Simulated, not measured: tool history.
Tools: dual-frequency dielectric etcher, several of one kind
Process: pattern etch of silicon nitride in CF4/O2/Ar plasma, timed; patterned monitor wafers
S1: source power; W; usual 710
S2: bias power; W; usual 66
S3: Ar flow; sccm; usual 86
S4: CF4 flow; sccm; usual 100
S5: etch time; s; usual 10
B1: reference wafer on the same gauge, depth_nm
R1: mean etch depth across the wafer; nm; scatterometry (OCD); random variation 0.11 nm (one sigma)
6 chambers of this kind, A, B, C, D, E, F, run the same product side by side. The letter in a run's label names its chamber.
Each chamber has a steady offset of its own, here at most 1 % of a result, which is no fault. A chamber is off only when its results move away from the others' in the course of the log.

{"run": "1F", "hour": 15.5, "S1": 710, "S2": 66, "S3": 86, "S4": 100, "S5": 10, "B1": 28.186, "R1": 28.872}
{"hour": 22.4, "done": "chamber D: wet clean of the chamber"}
{"run": "2A", "hour": 26.7, "S1": 710, "S2": 66, "S3": 86, "S4": 100, "S5": 10, "B1": 28.169, "R1": 28.784}
{"run": "3D", "hour": 38.2, "S1": 710, "S2": 66, "S3": 86, "S4": 100, "S5": 10, "B1": 28.186, "R1": 29.2}
{"run": "4B", "hour": 48.4, "S1": 710, "S2": 66, "S3": 86, "S4": 100, "S5": 10, "B1": 28.197, "R1": 28.828}
{"run": "5C", "hour": 58.5, "S1": 710, "S2": 66, "S3": 107, "S4": 100, "S5": 10, "B1": 28.2, "R1": 28.589}
{"run": "6E", "hour": 72.2, "S1": 710, "S2": 66, "S3": 107, "S4": 100, "S5": 10, "B1": 28.22, "R1": 28.566}
{"run": "7D", "hour": 87.1, "S1": 710, "S2": 66, "S3": 107, "S4": 100, "S5": 10, "B1": 28.227, "R1": 28.582}
{"run": "8C", "hour": 101.9, "S1": 710, "S2": 66, "S3": 107, "S4": 100, "S5": 10, "B1": 28.19, "R1": 28.593}
{"run": "9A", "hour": 110.3, "S1": 710, "S2": 66, "S3": 107, "S4": 100, "S5": 10, "B1": 28.202, "R1": 28.143}
{"run": "10E", "hour": 122.4, "S1": 710, "S2": 66, "S3": 107, "S4": 100, "S5": 10, "B1": 28.196, "R1": 28.761}
{"run": "11B", "hour": 130.8, "S1": 710, "S2": 66, "S3": 86, "S4": 100, "S5": 10, "B1": 28.202, "R1": 28.998}
{"hour": 132.4, "done": "chamber B: bias power generator calibrated"}
{"run": "12F", "hour": 141.1, "S1": 710, "S2": 66, "S3": 86, "S4": 100, "S5": 10, "B1": 28.231, "R1": 28.909}
{"run": "13D", "hour": 152.1, "S1": 710, "S2": 66, "S3": 86, "S4": 100, "S5": 10, "B1": 28.186, "R1": 29.199}
{"hour": 161.1, "done": "chamber F: bias power generator calibrated"}
{"run": "14A", "hour": 164.6, "S1": 710, "S2": 66, "S3": 86, "S4": 100, "S5": 10, "B1": 28.213, "R1": 28.816}
{"run": "15F", "hour": 172.5, "S1": 710, "S2": 66, "S3": 86, "S4": 100, "S5": 10, "B1": 28.197, "R1": 28.8}
{"run": "16E", "hour": 180.8, "S1": 710, "S2": 66, "S3": 86, "S4": 100, "S5": 10, "B1": 28.186, "R1": 29.282}
{"run": "17C", "hour": 194.3, "S1": 710, "S2": 66, "S3": 86, "S4": 100, "S5": 10, "B1": 28.204, "R1": 29.192}
{"run": "18B", "hour": 208.8, "S1": 710, "S2": 72, "S3": 86, "S4": 100, "S5": 10, "B1": 28.176, "R1": 29.85}
{"hour": 213.4, "done": "chamber C: CF4 flow controller replaced"}
{"run": "19B", "hour": 222.9, "S1": 710, "S2": 72, "S3": 86, "S4": 100, "S5": 10, "B1": 28.238, "R1": 29.817}
{"run": "20E", "hour": 232.1, "S1": 710, "S2": 72, "S3": 86, "S4": 100, "S5": 10, "B1": 28.19, "R1": 30.611}
{"hour": 236.4, "done": "chamber A: wet clean of the chamber"}
{"run": "21C", "hour": 246.6, "S1": 710, "S2": 72, "S3": 86, "S4": 100, "S5": 10, "B1": 28.182, "R1": 30.375}
{"hour": 257.7, "done": "chamber B: wet clean of the chamber"}
{"run": "22F", "hour": 260.2, "S1": 710, "S2": 72, "S3": 86, "S4": 100, "S5": 10, "B1": 28.22, "R1": 29.916}
{"run": "23A", "hour": 267.8, "S1": 710, "S2": 72, "S3": 86, "S4": 100, "S5": 10, "B1": 28.215, "R1": 29.911}
{"run": "24D", "hour": 276.8, "S1": 710, "S2": 66, "S3": 86, "S4": 100, "S5": 10, "B1": 28.215, "R1": 29.156}
{"run": "25D", "hour": 290.7, "S1": 820, "S2": 66, "S3": 86, "S4": 108, "S5": 10, "B1": 28.185, "R1": 33.434}
{"run": "26E", "hour": 297.6, "S1": 820, "S2": 66, "S3": 86, "S4": 108, "S5": 10, "B1": 28.232, "R1": 33.675}
{"hour": 302.0, "done": "chamber E: wet clean of the chamber"}
{"run": "27B", "hour": 312.4, "S1": 820, "S2": 66, "S3": 86, "S4": 108, "S5": 10, "B1": 28.217, "R1": 34.396}
{"hour": 321.6, "done": "chamber F: wet clean of the chamber"}
{"run": "28F", "hour": 322.1, "S1": 820, "S2": 66, "S3": 86, "S4": 108, "S5": 10, "B1": 28.163, "R1": 32.983}
{"run": "29A", "hour": 336.1, "S1": 820, "S2": 66, "S3": 86, "S4": 108, "S5": 10, "B1": 28.216, "R1": 33.029}
{"run": "30C", "hour": 350.9, "S1": 820, "S2": 66, "S3": 86, "S4": 108, "S5": 10, "B1": 28.202, "R1": 33.67}
{"run": "31C", "hour": 360.8, "S1": 710, "S2": 66, "S3": 86, "S4": 100, "S5": 10, "B1": 28.197, "R1": 29.195}
{"run": "32D", "hour": 374.1, "S1": 710, "S2": 66, "S3": 79, "S4": 76, "S5": 10, "B1": 28.201, "R1": 28.515}
{"run": "33E", "hour": 386.8, "S1": 710, "S2": 66, "S3": 79, "S4": 76, "S5": 10, "B1": 28.217, "R1": 28.853}
{"run": "34F", "hour": 401.1, "S1": 710, "S2": 66, "S3": 79, "S4": 76, "S5": 10, "B1": 28.18, "R1": 28.344}
{"run": "35B", "hour": 416.0, "S1": 710, "S2": 66, "S3": 79, "S4": 76, "S5": 10, "B1": 28.206, "R1": 29.215}
{"run": "36A", "hour": 423.1, "S1": 710, "S2": 66, "S3": 79, "S4": 76, "S5": 10, "B1": 28.198, "R1": 28.071}
{"run": "37C", "hour": 433.3, "S1": 710, "S2": 66, "S3": 79, "S4": 76, "S5": 10, "B1": 28.229, "R1": 28.547}
{"run": "38B", "hour": 445.2, "S1": 710, "S2": 66, "S3": 86, "S4": 100, "S5": 10, "B1": 28.23, "R1": 29.673}
{"run": "39A", "hour": 459.0, "S1": 710, "S2": 66, "S3": 86, "S4": 100, "S5": 10, "B1": 28.216, "R1": 28.904}
{"run": "40D", "hour": 472.6, "S1": 710, "S2": 66, "S3": 86, "S4": 100, "S5": 10, "B1": 28.19, "R1": 29.107}

Next, every chamber runs the same settings. What will each give?
{"run": "41A", "hour": 483.7, "S1": 710, "S2": 66, "S3": 86, "S4": 100, "S5": 10, "R1": "?"}
{"run": "41B", "hour": 483.7, "S1": 710, "S2": 66, "S3": 86, "S4": 100, "S5": 10, "R1": "?"}
{"run": "41C", "hour": 483.7, "S1": 710, "S2": 66, "S3": 86, "S4": 100, "S5": 10, "R1": "?"}
{"run": "41D", "hour": 483.7, "S1": 710, "S2": 66, "S3": 86, "S4": 100, "S5": 10, "R1": "?"}
{"run": "41E", "hour": 483.7, "S1": 710, "S2": 66, "S3": 86, "S4": 100, "S5": 10, "R1": "?"}
{"run": "41F", "hour": 483.7, "S1": 710, "S2": 66, "S3": 86, "S4": 100, "S5": 10, "R1": "?"}

run=41A R1=28.899
run=41B R1=29.790
run=41C R1=29.348
run=41D R1=29.134
run=41E R1=29.335
run=41F R1=28.700

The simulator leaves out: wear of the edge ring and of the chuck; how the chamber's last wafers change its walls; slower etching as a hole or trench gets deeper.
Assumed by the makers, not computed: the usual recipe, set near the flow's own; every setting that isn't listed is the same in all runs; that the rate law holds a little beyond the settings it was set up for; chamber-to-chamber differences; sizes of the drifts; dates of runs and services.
